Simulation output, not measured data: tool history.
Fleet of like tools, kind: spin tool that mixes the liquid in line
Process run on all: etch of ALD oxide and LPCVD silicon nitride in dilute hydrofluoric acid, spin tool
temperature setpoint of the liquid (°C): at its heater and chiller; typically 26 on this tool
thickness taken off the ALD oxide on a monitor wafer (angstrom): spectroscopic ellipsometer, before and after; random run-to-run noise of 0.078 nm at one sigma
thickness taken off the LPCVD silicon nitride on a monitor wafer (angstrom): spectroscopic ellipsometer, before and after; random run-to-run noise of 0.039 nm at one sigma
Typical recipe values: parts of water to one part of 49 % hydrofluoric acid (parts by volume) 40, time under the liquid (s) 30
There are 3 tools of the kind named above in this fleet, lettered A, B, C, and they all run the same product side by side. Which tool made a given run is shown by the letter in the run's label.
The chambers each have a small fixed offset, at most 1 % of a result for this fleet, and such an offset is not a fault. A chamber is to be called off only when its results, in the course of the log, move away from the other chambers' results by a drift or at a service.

run	hour	temperature setpoint of the liquid (°C)	parts of water to one part of 49 % hydrofluoric acid (parts by volume)	time under the liquid (s)	hours since the thermometer was replaced	hours since the hydrofluoric acid flow meter was replaced	read-back film thickness of the ALD oxide reference wafer, read on the same gauge (nm)	read-back film thickness of the LPCVD silicon nitride reference wafer, read on the same gauge (nm)	thickness taken off the ALD oxide on a monitor wafer (angstrom)	thickness taken off the LPCVD silicon nitride on a monitor wafer (angstrom)
1A	10.8	26	40	30	371.3	346.3	50.006	149.99	135.1	4.1298
2C	20	26	40	30	351.2	1323.1	50.039	149.96	136.29	4.2545
3B	30.1	26	40	30	2351.5	1228.2	49.998	149.99	136.7	3.6993
4C	38.8	26	40	30	370	1341.9	50.024	150.04	136.06	4.398
5A	50.7	26	25	45	411.2	386.2	49.992	150	328.17	9.3409
6B	56.8	26	25	45	2378.2	1254.9	50.02	150.05	333.92	10.427
7A	67.4	26	25	45	427.9	402.9	50.026	149.99	331.16	10.001
8C	75.1	26	40	30	406.3	1378.2	50.014	150.02	135.96	4.5261
9B	84.5	26	40	30	2405.9	1282.6	49.986	150	137	3.9912
10B	90.8	26	40	30	2412.2	1288.9	50.012	150.03	137.54	4.2461
11C	102.3	26	40	30	433.5	1405.4	49.998	150	136.72	3.7259
12A	113.1	26	40	30	473.6	448.6	49.993	150	136.32	4.341
13B	121.4	28.5	40	30	2442.8	1319.5	49.997	150.02	150.31	4.5344
14A	132.2	28.5	40	30	492.7	467.7	49.982	150.02	150.16	5.2116
15C	138.5	28.5	40	30	469.7	1441.6	50.009	150.02	151.65	5.3334
16C	144.5	26	40	30	475.7	1447.6	49.994	150	134.89	4.0893
17A	156.5	26	40	30	517	492	49.996	150.03	135.63	3.53
18B	165	26	40	30	2486.4	1363.1	49.994	149.98	136.68	4.1196
19B	176.2	26	40	30	2497.6	1374.3	50.009	150.01	135.93	3.286
20A	185.6	26	40	30	546.1	521.1	50.012	149.98	134.58	4.4777
21C	197.3	26	40	30	528.5	1500.4	49.967	150.02	136.24	4.9545
22C	208.2	26	40	30	539.4	1511.3	49.996	150	134.74	3.9265
23A	213.5	26	40	30	574	549	49.987	150.03	134.18	3.7779

Read the log: is a single chamber off, either drifting away or since a service, is the gauge that measures every chamber drifting, or is nothing wrong beyond small per-chamber offsets? Name any odd chamber and what most likely caused it.

Beyond each chamber's small constant offset nothing stands out, and the gauge stays steady.
